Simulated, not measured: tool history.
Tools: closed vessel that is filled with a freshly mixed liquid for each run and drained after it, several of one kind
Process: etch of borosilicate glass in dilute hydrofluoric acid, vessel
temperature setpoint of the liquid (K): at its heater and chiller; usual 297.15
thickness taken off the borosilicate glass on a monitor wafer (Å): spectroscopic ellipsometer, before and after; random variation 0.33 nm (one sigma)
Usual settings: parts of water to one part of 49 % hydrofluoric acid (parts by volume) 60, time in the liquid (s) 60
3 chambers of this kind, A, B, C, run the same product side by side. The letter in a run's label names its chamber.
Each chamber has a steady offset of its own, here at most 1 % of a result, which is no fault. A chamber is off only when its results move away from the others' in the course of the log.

run,hour,temperature setpoint of the liquid (K),parts of water to one part of 49 % hydrofluoric acid (parts by volume),time in the liquid (s),"read-back film thickness of the borosilicate glass reference wafer, read on the same gauge (nm)",thickness taken off the borosilicate glass on a monitor wafer (Å)
1C,2.7,297.15,60,60,30.041,433.39
2A,6.4,297.15,60,60,30.001,436.06
3B,9.2,297.15,60,60,29.971,426.4
4B,13.1,297.15,60,60,29.989,425.94
5A,15.4,294.15,35,60,29.998,687.49
6C,17.6,294.15,35,60,30.014,654.59
7A,20.8,294.15,35,60,29.997,681.93
8C,25,297.15,60,60,30.004,427.83
9B,28.9,297.15,60,60,30.009,415.78
10B,32.1,297.15,75,60,30.003,329.82
11C,35.3,297.15,75,60,30.016,335.9
12A,39.3,297.15,75,60,30.024,339.9
13B,41.9,297.15,60,60,30.016,411.81
14A,44.9,297.15,60,60,29.99,431.6
15C,47.5,297.15,60,60,30.029,422.76
16A,50.7,297.15,60,60,29.983,436.79
17C,53.3,297.15,60,90,30.001,646.45
18B,55.6,297.15,60,90,29.977,590.65
19A,58.2,297.15,60,90,29.971,639.18
# hour 59.2: chamber C: hydrofluoric acid flow meter replaced
20B,60.2,297.15,60,60,30.002,390.93
21C,64.1,297.15,90,60,29.971,280.76

All 3 chambers run these settings next. Forecast each chamber's results:
22A,67.1,297.15,60,60,,?
22B,67.1,297.15,60,60,,?
22C,67.1,297.15,60,60,,?

run,thickness taken off the borosilicate glass on a monitor wafer (Å)
22A,429.32
22B,394.24
22C,434.67
